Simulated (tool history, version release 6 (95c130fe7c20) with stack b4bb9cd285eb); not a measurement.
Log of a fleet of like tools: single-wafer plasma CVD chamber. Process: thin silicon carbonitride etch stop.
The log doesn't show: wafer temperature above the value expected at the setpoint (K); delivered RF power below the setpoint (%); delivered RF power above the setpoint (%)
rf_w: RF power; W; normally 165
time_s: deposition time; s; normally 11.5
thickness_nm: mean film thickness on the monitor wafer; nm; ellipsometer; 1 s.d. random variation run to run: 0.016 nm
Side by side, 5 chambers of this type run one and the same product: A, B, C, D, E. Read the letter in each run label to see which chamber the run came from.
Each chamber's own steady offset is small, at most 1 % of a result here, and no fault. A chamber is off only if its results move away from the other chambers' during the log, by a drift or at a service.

run,hour,rf_w,time_s,hours since the last thermocouple change,hours since the last RF generator calibration,"read-back reference wafer on the same gauge, thickness_nm",thickness_nm
1C,10.8,165,11.5,2357.5,928.2,7.1284,6.1536
2A,18.3,165,11.5,685.9,434,7.1299,6.1716
3B,29.6,165,11.5,265.3,883.9,7.1348,6.1611
4D,38.2,165,11.5,1647.2,424.8,7.1306,6.2404
5E,48.2,165,11.5,2565.7,290.3,7.133,6.2583
6E,55,165,11.5,2572.5,297.1,7.1243,6.2348
7A,64.4,165,11.5,732,480.1,7.1327,6.1549
8C,74.2,165,11.5,2420.9,991.6,7.1306,6.1412
# hour 82.2: chamber C: thermocouple changed; heater temperature recalibrated
9B,85.4,165,11.5,321.1,939.7,7.1287,6.1602
10D,92,165,11.5,1701,478.6,7.1281,6.2322
11D,101.6,195,12.6,1710.6,488.2,7.1277,7.2038
12C,109,195,12.6,26.9,1026.4,7.1308,7.0692
13A,115.9,195,12.6,783.5,531.6,7.1317,7.0542
# hour 118.8: chamber E: thermocouple changed; heater temperature recalibrated
14B,121.5,195,12.6,357.2,975.8,7.1238,7.1134
15E,130.9,195,12.6,12.1,373,7.1313,7.2265
16B,138.8,150,11.5,374.5,993.1,7.1273,5.9852
17D,144.9,150,11.5,1753.9,531.5,7.1257,6.0417
18C,152.1,150,11.5,70,1069.5,7.1329,5.9904
19E,162.1,150,11.5,43.3,404.2,7.1296,6.0682
20A,169.4,150,11.5,837,585.1,7.1336,5.9258
21E,178.9,135,11.5,60.1,421,7.1316,5.8967
22B,184.5,135,11.5,420.2,1038.8,7.1297,5.7873
23D,192.3,135,11.5,1801.3,578.9,7.1347,5.8866
24C,203.8,135,11.5,121.7,1121.2,7.1308,5.8258
25A,211.5,135,11.5,879.1,627.2,7.131,5.7378
26D,222.1,180,9.6,1831.1,608.7,7.13,5.3443
27A,229.5,180,9.6,897.1,645.2,7.1279,5.208
28E,238.3,180,9.6,119.5,480.4,7.1337,5.3442
29B,245.3,180,9.6,481,1099.6,7.1357,5.2662
# hour 249.1: chamber B: RF generator calibrated
30C,254.1,180,9.6,172,1171.5,7.1281,5.3006
31B,263.9,165,12.9,499.6,14.8,7.1257,6.9115
32D,269.9,165,12.9,1878.9,656.5,7.1313,6.9928
33A,275.5,165,12.9,943.1,691.2,7.1267,6.794

Next, every chamber runs the same settings. What will each give?
34A,284.1,165,10.6,,,,?
34B,284.1,165,10.6,,,,?
34C,284.1,165,10.6,,,,?
34D,284.1,165,10.6,,,,?
34E,284.1,165,10.6,,,,?

run,thickness_nm
34A,5.5758
34B,5.6844
34C,5.7114
34D,5.7387
34E,5.7604

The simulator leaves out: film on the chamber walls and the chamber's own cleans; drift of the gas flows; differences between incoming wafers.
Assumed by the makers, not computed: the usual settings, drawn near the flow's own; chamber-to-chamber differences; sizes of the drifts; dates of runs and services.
